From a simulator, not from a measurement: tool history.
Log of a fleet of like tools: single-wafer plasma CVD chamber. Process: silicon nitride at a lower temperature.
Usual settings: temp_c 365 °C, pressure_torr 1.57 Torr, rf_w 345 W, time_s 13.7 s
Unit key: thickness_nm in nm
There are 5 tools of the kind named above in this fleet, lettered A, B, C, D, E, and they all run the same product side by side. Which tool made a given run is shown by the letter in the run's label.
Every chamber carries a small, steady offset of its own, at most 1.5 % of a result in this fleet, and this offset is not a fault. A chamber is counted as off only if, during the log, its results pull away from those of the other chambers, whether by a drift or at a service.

run,hour,temp_c,pressure_torr,rf_w,time_s,hours since the last thermocouple change,hours since the last RF generator calibration,hours since the last manometer calibration,"read-back reference wafer on the same gauge, thickness_nm",thickness_nm
1C,9.1,365,1.57,345,13.7,1001.8,13.6,1339.4,19.402,17.684
2A,16.1,365,1.57,345,13.7,262.6,891.7,2572.4,19.391,17.606
3D,23.0,365,1.57,345,13.7,808.6,1909.6,178.5,19.408,17.434
4E,32.5,365,1.57,345,13.7,1832.8,266.7,311.9,19.403,17.229
5B,41.1,372,1.72,345,13.7,161.9,262.4,1074.3,19.415,17.871
6D,46.1,372,1.72,345,13.7,831.7,1932.7,201.6,19.387,17.885
7C,55.5,372,1.72,345,13.7,1048.2,60.0,1385.8,19.389,18.065
8A,61.0,372,1.72,345,13.7,307.5,936.6,2617.3,19.403,18.112
9E,67.5,372,1.72,345,13.7,1867.8,301.7,346.9,19.410,17.581
10B,77.6,365,1.57,345,13.7,198.4,298.9,1110.8,19.410,17.612
11C,86.9,365,1.57,345,13.7,1079.6,91.4,1417.2,19.393,17.763
12A,95.1,365,1.57,345,13.7,341.6,970.7,2651.4,19.415,17.562
13D,103.6,365,1.57,345,13.7,889.2,1990.2,259.1,19.411,17.482
14E,109.1,365,1.57,345,13.7,1909.4,343.3,388.5,19.381,17.204
# hour 116.5: chamber A: capacitance manometer re-zeroed and calibrated
15B,118.7,365,1.57,345,13.7,239.5,340.0,1151.9,19.393,17.447
16C,123.8,365,1.57,345,13.7,1116.5,128.3,1454.1,19.392,17.608
17B,131.5,365,1.57,345,13.7,252.3,352.8,1164.7,19.405,17.524
18A,138.7,365,1.19,345,11.2,385.2,1014.3,22.2,19.408,13.454
19E,147.9,365,1.19,345,11.2,1948.2,382.1,427.3,19.380,13.023
20D,157.5,365,1.19,345,11.2,943.1,2044.1,313.0,19.383,13.198
21A,164.3,365,1.19,345,11.2,410.8,1039.9,47.8,19.400,13.547
22D,174.5,365,1.19,345,11.2,960.1,2061.1,330.0,19.426,13.204
23C,180.0,365,1.57,345,13.7,1172.7,184.5,1510.3,19.394,17.641
24B,187.3,378,1.57,345,16.1,308.1,408.6,1220.5,19.397,20.591
25E,197.4,378,1.57,345,16.1,1997.7,431.6,476.8,19.407,20.234
26D,206.2,378,1.57,345,16.1,991.8,2092.8,361.7,19.387,20.363
27B,211.8,378,1.57,345,16.1,332.6,433.1,1245.0,19.398,20.398
28A,219.7,378,1.57,345,16.1,466.2,1095.3,103.2,19.400,20.917
29C,228.4,365,1.57,345,13.7,1221.1,232.9,1558.7,19.415,17.722
30E,238.5,365,1.57,345,13.7,2038.8,472.7,517.9,19.400,17.214

All 5 chambers run these settings next. Forecast each chamber's results:
31A,245.8,365,1.57,345,13.7,,,,,?
31B,245.8,365,1.57,345,13.7,,,,,?
31C,245.8,365,1.57,345,13.7,,,,,?
31D,245.8,365,1.57,345,13.7,,,,,?
31E,245.8,365,1.57,345,13.7,,,,,?

run,thickness_nm
31A,17.870
31B,17.485
31C,17.613
31D,17.434
31E,17.179
